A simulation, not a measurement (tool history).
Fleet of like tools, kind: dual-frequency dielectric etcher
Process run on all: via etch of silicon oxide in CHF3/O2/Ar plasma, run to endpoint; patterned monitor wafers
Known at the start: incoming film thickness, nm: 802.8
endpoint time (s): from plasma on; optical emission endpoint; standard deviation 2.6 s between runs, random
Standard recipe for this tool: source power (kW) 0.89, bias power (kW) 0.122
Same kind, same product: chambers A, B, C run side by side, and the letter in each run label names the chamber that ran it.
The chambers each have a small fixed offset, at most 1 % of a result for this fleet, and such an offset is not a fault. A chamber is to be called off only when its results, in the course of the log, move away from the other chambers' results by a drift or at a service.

| run | hour | source power (kW) | bias power (kW) | endpoint time (s) |
|---|---|---|---|---|
| 1B | 5.8 | 0.89 | 0.122 | 392.51 |
| 2C | 12.7 | 0.89 | 0.122 | 397.32 |
| 3A | 16.5 | 0.89 | 0.122 | 395.55 |
| 4B | 23.8 | 0.89 | 0.122 | 392.75 |
| 5A | 28.8 | 0.89 | 0.122 | 394.2 |
| 6C | 35.6 | 0.89 | 0.122 | 391.5 |
| 7A | 43.1 | 0.89 | 0.098 | 417.67 |
| 8B | 49.1 | 0.89 | 0.098 | 416.8 |
| 9C | 55.5 | 0.89 | 0.098 | 424.98 |
| 10A | 60.8 | 0.89 | 0.122 | 392.37 |
| 11C | 67.1 | 0.89 | 0.122 | 395.85 |
| 12B | 71.7 | 0.89 | 0.122 | 389.53 |
| 13C | 77.9 | 0.89 | 0.122 | 397.96 |
| 14B | 84.4 | 1.01 | 0.122 | 366.89 |
| 15A | 90.8 | 1.01 | 0.122 | 377.47 |
| 16A | 94.8 | 1.01 | 0.122 | 375.95 |
| 17C | 102 | 0.89 | 0.122 | 395.8 |
| 18B | 108.3 | 0.89 | 0.122 | 394.25 |
|  | 109.1 | chamber B: wet clean of the chamber |
| 19A | 113.3 | 0.8 | 0.103 | 432.44 |
| 20C | 119.8 | 0.8 | 0.103 | 431.64 |
| 21B | 124.4 | 0.8 | 0.103 | 427.9 |
| 22A | 129.8 | 0.89 | 0.122 | 387.47 |
| 23C | 137.6 | 0.89 | 0.122 | 398.37 |
| 24B | 145.4 | 0.89 | 0.122 | 389.09 |
| 25B | 152.3 | 0.89 | 0.122 | 388.83 |
| 26A | 156.2 | 0.89 | 0.122 | 394.7 |
| 27C | 162 | 0.89 | 0.122 | 395.6 |
| 28C | 166.7 | 0.89 | 0.122 | 395.11 |
| 29A | 173.8 | 0.89 | 0.122 | 391.32 |
| 30B | 177.6 | 0.89 | 0.122 | 389.21 |
| 31C | 185.2 | 0.8 | 0.122 | 409.93 |
| 32B | 192.1 | 0.8 | 0.122 | 403.49 |

Predict what each chamber gives when all 3 of them run the settings below next.
| 33A | 198.2 | 0.89 | 0.122 | ? |
| 33B | 198.2 | 0.89 | 0.122 | ? |
| 33C | 198.2 | 0.89 | 0.122 | ? |

| run | endpoint time (s) |
|---|---|
| 33A | 394.36 |
| 33B | 392.98 |
| 33C | 397.27 |

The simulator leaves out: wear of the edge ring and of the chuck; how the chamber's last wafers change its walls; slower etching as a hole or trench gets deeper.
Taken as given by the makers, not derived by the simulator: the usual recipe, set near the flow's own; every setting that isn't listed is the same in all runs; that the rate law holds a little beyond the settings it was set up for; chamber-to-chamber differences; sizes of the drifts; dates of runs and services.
